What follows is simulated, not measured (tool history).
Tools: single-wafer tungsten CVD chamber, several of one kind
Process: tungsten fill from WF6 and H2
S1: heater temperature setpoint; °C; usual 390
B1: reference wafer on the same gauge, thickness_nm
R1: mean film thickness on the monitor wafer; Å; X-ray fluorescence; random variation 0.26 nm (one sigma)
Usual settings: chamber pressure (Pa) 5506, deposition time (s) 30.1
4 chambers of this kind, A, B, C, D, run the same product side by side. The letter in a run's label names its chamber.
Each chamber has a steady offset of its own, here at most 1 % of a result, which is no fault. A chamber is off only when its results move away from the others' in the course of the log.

Run 1B, day 0.192: usual settings; B1 88.097. Result: R1 850.84 Å.
Run 2D, day 0.317: usual settings; B1 88.122. Result: R1 844.21 Å.
At day 0.496: chamber C: thermocouple changed; heater temperature recalibrated.
Run 3A, day 0.571: usual settings; B1 88.103. Result: R1 833.92 Å.
Run 4C, day 0.85: usual settings; B1 88.104. Result: R1 834.31 Å.
Run 5A, day 1.112: usual settings; B1 88.086. Result: R1 835.53 Å.
Run 6C, day 1.296: usual settings; B1 88.122. Result: R1 839.14 Å.
Run 7B, day 1.475: usual settings; B1 88.133. Result: R1 845.38 Å.
Run 8D, day 1.65: usual settings; B1 88.149. Result: R1 846.11 Å.
Run 9A, day 1.912: usual settings; B1 88.111. Result: R1 833.07 Å.
Run 10C, day 2.138: usual settings; B1 88.087. Result: R1 835 Å.
Run 11B, day 2.329: usual settings; B1 88.051. Result: R1 846.39 Å.
Run 12D, day 2.5: usual settings; B1 88.106. Result: R1 843.11 Å.
Run 13B, day 2.65: usual settings; B1 88.168. Result: R1 846.55 Å.
Run 14D, day 2.854: usual settings; B1 88.156. Result: R1 845.45 Å.
Run 15C, day 3.133: usual settings; B1 88.03. Result: R1 841.24 Å.
Run 16A, day 3.371: usual settings; B1 88.126. Result: R1 826.05 Å.
Run 17A, day 3.575: usual settings; B1 88.102. Result: R1 830.92 Å.
Run 18D, day 3.775: usual settings; B1 88.188. Result: R1 845.76 Å.
Run 19C, day 3.983: usual settings; B1 88.104. Result: R1 839.33 Å.
Run 20B, day 4.225: usual settings; B1 88.009. Result: R1 844.35 Å.
Run 21A, day 4.379: usual settings; B1 88.092. Result: R1 822.54 Å.
Run 22C, day 4.612: usual settings; B1 88.074. Result: R1 836.66 Å.
Run 23D, day 4.779: usual settings but chamber pressure (Pa) 6213; B1 88.038. Result: R1 888.92 Å.
Run 24B, day 4.962: usual settings but chamber pressure (Pa) 6213; B1 88.151. Result: R1 897.14 Å.
Run 25C, day 5.2: usual settings but chamber pressure (Pa) 6213; B1 88.061. Result: R1 885.99 Å.
Run 26B, day 5.429: usual settings but chamber pressure (Pa) 6213; B1 88.119. Result: R1 892.07 Å.
Run 27D, day 5.683: usual settings; B1 88.106. Result: R1 844.96 Å.
Run 28A, day 5.929: usual settings; B1 88.012. Result: R1 813.25 Å.
Run 29C, day 6.2: usual settings; B1 88.116. Result: R1 838.22 Å.
Run 30D, day 6.421: usual settings; B1 88.186. Result: R1 845.08 Å.

All 4 chambers run these settings next. Forecast each chamber's results:
Run 31A, day 6.625: usual settings. Result: R1 ?.
Run 31B, day 6.625: usual settings. Result: R1 ?.
Run 31C, day 6.625: usual settings. Result: R1 ?.
Run 31D, day 6.625: usual settings. Result: R1 ?.

run      R1
31A  810.59
31B  842.84
31C   841.6
31D   842.2

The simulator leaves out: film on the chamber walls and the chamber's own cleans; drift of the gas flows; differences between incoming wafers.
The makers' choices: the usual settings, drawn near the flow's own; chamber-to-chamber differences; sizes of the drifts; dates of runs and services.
